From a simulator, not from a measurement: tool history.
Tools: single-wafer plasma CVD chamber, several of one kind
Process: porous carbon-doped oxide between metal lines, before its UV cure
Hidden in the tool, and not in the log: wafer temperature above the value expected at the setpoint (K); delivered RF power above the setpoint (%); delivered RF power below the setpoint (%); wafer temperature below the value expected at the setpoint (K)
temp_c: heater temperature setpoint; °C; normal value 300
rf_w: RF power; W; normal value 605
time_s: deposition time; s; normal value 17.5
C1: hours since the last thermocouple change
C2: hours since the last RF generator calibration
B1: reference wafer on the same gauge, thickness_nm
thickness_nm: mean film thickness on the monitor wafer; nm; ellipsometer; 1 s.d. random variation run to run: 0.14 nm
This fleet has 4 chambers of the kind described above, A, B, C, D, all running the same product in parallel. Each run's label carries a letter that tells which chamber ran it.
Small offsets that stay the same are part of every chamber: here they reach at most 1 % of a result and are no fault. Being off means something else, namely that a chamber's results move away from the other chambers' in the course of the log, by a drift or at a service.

run 1C hour=7.0 | temp_c=300 rf_w=605 time_s=17.5 | C1=1878.8 C2=1661.1 | B1=117.96 | thickness_nm=109.91
run 2D hour=13.5 | temp_c=300 rf_w=605 time_s=17.5 | C1=1678.0 C2=105.3 | B1=117.96 | thickness_nm=109.24
run 3A hour=20.4 | temp_c=300 rf_w=605 time_s=17.5 | C1=816.0 C2=747.5 | B1=117.93 | thickness_nm=109.90
run 4B hour=28.7 | temp_c=300 rf_w=605 time_s=17.5 | C1=2453.8 C2=774.5 | B1=117.89 | thickness_nm=108.22
run 5A hour=39.6 | temp_c=300 rf_w=605 time_s=19.2 | C1=835.2 C2=766.7 | B1=117.91 | thickness_nm=120.05
run 6D hour=44.7 | temp_c=300 rf_w=605 time_s=19.2 | C1=1709.2 C2=136.5 | B1=117.86 | thickness_nm=119.46
run 7C hour=49.8 | temp_c=300 rf_w=605 time_s=19.2 | C1=1921.6 C2=1703.9 | B1=117.81 | thickness_nm=120.07
run 8B hour=57.6 | temp_c=300 rf_w=605 time_s=19.2 | C1=2482.7 C2=803.4 | B1=117.83 | thickness_nm=118.25
run 9B hour=64.1 | temp_c=300 rf_w=605 time_s=17.5 | C1=2489.2 C2=809.9 | B1=117.84 | thickness_nm=107.98
run 10A hour=69.8 | temp_c=300 rf_w=605 time_s=17.5 | C1=865.4 C2=796.9 | B1=117.73 | thickness_nm=109.60
run 11D hour=77.2 | temp_c=300 rf_w=605 time_s=17.5 | C1=1741.7 C2=169.0 | B1=117.76 | thickness_nm=109.19
run 12C hour=84.0 | temp_c=300 rf_w=605 time_s=17.5 | C1=1955.8 C2=1738.1 | B1=117.71 | thickness_nm=109.68
run 13B hour=93.7 | temp_c=300 rf_w=605 time_s=17.5 | C1=2518.8 C2=839.5 | B1=117.69 | thickness_nm=108.07
-- hour=97.1 chamber C: thermocouple changed; heater temperature recalibrated
run 14C hour=101.8 | temp_c=300 rf_w=605 time_s=17.5 | C1=4.7 C2=1755.9 | B1=117.70 | thickness_nm=109.61
run 15A hour=109.8 | temp_c=300 rf_w=605 time_s=17.5 | C1=905.4 C2=836.9 | B1=117.71 | thickness_nm=109.67
run 16D hour=119.5 | temp_c=300 rf_w=605 time_s=17.5 | C1=1784.0 C2=211.3 | B1=117.62 | thickness_nm=109.10
run 17B hour=126.1 | temp_c=300 rf_w=605 time_s=17.5 | C1=2551.2 C2=871.9 | B1=117.62 | thickness_nm=107.95
run 18A hour=133.4 | temp_c=300 rf_w=605 time_s=17.5 | C1=929.0 C2=860.5 | B1=117.59 | thickness_nm=109.70
run 19C hour=142.0 | temp_c=300 rf_w=605 time_s=17.5 | C1=44.9 C2=1796.1 | B1=117.58 | thickness_nm=109.42
run 20D hour=147.5 | temp_c=300 rf_w=605 time_s=17.5 | C1=1812.0 C2=239.3 | B1=117.53 | thickness_nm=109.02
run 21C hour=158.0 | temp_c=300 rf_w=605 time_s=17.5 | C1=60.9 C2=1812.1 | B1=117.53 | thickness_nm=109.63
run 22A hour=164.0 | temp_c=300 rf_w=605 time_s=17.5 | C1=959.6 C2=891.1 | B1=117.49 | thickness_nm=109.73
run 23D hour=172.0 | temp_c=300 rf_w=605 time_s=17.5 | C1=1836.5 C2=263.8 | B1=117.47 | thickness_nm=108.82
run 24B hour=178.4 | temp_c=300 rf_w=605 time_s=17.5 | C1=2603.5 C2=924.2 | B1=117.44 | thickness_nm=107.78
run 25A hour=187.7 | temp_c=300 rf_w=605 time_s=17.5 | C1=983.3 C2=914.8 | B1=117.46 | thickness_nm=109.56
run 26D hour=192.7 | temp_c=300 rf_w=605 time_s=17.5 | C1=1857.2 C2=284.5 | B1=117.40 | thickness_nm=108.87

Read the log: is a single chamber off, either drifting away or since a service, is the gauge that measures every chamber drifting, or is nothing wrong beyond small per-chamber offsets? Name any odd chamber and what most likely caused it.

None of the chambers is off. What moves is the gauge, dragging all their readings along together.
Most likely cause: gauge reads low (%) = 0.518.
